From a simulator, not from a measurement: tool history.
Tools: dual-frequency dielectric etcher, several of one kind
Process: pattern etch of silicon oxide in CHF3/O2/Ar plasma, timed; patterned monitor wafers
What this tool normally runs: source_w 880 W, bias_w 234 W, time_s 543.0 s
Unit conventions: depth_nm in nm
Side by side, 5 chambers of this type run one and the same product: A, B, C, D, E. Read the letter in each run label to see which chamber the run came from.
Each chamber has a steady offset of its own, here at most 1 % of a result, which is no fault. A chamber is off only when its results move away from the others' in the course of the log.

run   hour  source_w  bias_w  time_s  hours since the last wet clean  hours since the last source power generator calibration  hours since the last bias power generator calibration  read-back reference wafer on the same gauge, depth_nm  depth_nm
 1D    7.4       880     234   543.0                           372.0                                                    521.0                                                 1975.6                                                 1409.4    1349.7
 2E   17.3       880     234   543.0                           215.6                                                    883.8                                                 2658.9                                                 1410.7    1355.8
 3C   26.0       880     234   543.0                           279.5                                                    189.3                                                 2043.0                                                 1410.5    1346.5
 4A   30.7       880     234   543.0                           315.7                                                   2561.6                                                  110.6                                                 1409.9    1356.0
 5B   37.9       880     234   543.0                           290.7                                                    876.1                                                 1111.0                                                 1409.9    1363.7
 6D   47.4       880     234   543.0                           412.0                                                    561.0                                                 2015.6                                                 1411.2    1358.5
 7C   55.9       880     234   543.0                           309.4                                                    219.2                                                 2072.9                                                 1409.7    1350.0
 8B   64.3       960     234   671.0                           317.1                                                    902.5                                                 1137.4                                                 1410.9    1738.4
 9E   69.9       960     234   671.0                           268.2                                                    936.4                                                 2711.5                                                 1411.1    1727.3
10A   77.2       960     234   671.0                           362.2                                                   2608.1                                                  157.1                                                 1410.0    1732.8
11E   82.1       960     234   671.0                           280.4                                                    948.6                                                 2723.7                                                 1408.7    1719.3
12C   89.7       960     234   671.0                           343.2                                                    253.0                                                 2106.7                                                 1409.8    1726.5
      96.7  -- chamber E: bias power generator calibrated
13D   98.3       880     234   543.0                           462.9                                                    611.9                                                 2066.5                                                 1409.9    1356.5
14B  104.6       880     234   543.0                           357.4                                                    942.8                                                 1177.7                                                 1410.6    1356.4
15A  110.2       880     234   543.0                           395.2                                                   2641.1                                                  190.1                                                 1411.1    1350.6
16B  120.1       880     234   543.0                           372.9                                                    958.3                                                 1193.2                                                 1409.1    1356.3
17A  125.1       880     263   609.0                           410.1                                                   2656.0                                                  205.0                                                 1409.7    1582.2
18D  135.0       880     263   609.0                           499.6                                                    648.6                                                 2103.2                                                 1410.3    1583.0
19C  141.1       880     263   609.0                           394.6                                                    304.4                                                 2158.1                                                 1410.7    1577.6
20E  150.3       880     263   609.0                           348.6                                                   1016.8                                                   53.6                                                 1410.3    1565.7
21B  156.0       880     263   609.0                           408.8                                                    994.2                                                 1229.1                                                 1408.6    1588.1
22C  165.5       880     216   543.0                           419.0                                                    328.8                                                 2182.5                                                 1408.8    1318.4
23D  170.8       880     216   543.0                           535.4                                                    684.4                                                 2139.0                                                 1410.6    1315.3
24E  179.5       880     216   543.0                           377.8                                                   1046.0                                                   82.8                                                 1410.2    1299.9
25A  185.7       880     216   543.0                           470.7                                                   2716.6                                                  265.6                                                 1409.4    1321.4
26C  193.3       880     216   543.0                           446.8                                                    356.6                                                 2210.3                                                 1410.4    1317.0
27B  202.4       880     234   543.0                           455.2                                                   1040.6                                                 1275.5                                                 1408.5    1370.6
28A  208.2       880     265   676.0                           493.2                                                   2739.1                                                  288.1                                                 1409.8    1768.1
29D  212.7       880     265   676.0                           577.3                                                    726.3                                                 2180.9                                                 1410.9    1763.3
30E  218.8       880     265   676.0                           417.1                                                   1085.3                                                  122.1                                                 1409.1    1713.2
31D  224.2       880     265   676.0                           588.8                                                    737.8                                                 2192.4                                                 1410.7    1760.2
32A  230.6       880     265   676.0                           515.6                                                   2761.5                                                  310.5                                                 1409.9    1763.2
33E  239.6       880     234   543.0                           437.9                                                   1106.1                                                  142.9                                                 1409.8    1311.2
34B  245.7       880     234   543.0                           498.5                                                   1083.9                                                 1318.8                                                 1410.1    1365.7
35C  255.6       880     234   543.0                           509.1                                                    418.9                                                 2272.6                                                 1409.8    1354.5
36B  260.2       880     234   543.0                           513.0                                                   1098.4                                                 1333.3                                                 1410.9    1361.9

All 5 chambers run these settings next. Forecast each chamber's results:
37A  267.4       880     234   615.5                                                                                                                                                                                                                ?
37B  267.4       880     234   615.5                                                                                                                                                                                                                ?
37C  267.4       880     234   615.5                                                                                                                                                                                                                ?
37D  267.4       880     234   615.5                                                                                                                                                                                                                ?
37E  267.4       880     234   615.5                                                                                                                                                                                                                ?

run  depth_nm
37A    1539.9
37B    1545.3
37C    1535.0
37D    1536.2
37E    1482.1

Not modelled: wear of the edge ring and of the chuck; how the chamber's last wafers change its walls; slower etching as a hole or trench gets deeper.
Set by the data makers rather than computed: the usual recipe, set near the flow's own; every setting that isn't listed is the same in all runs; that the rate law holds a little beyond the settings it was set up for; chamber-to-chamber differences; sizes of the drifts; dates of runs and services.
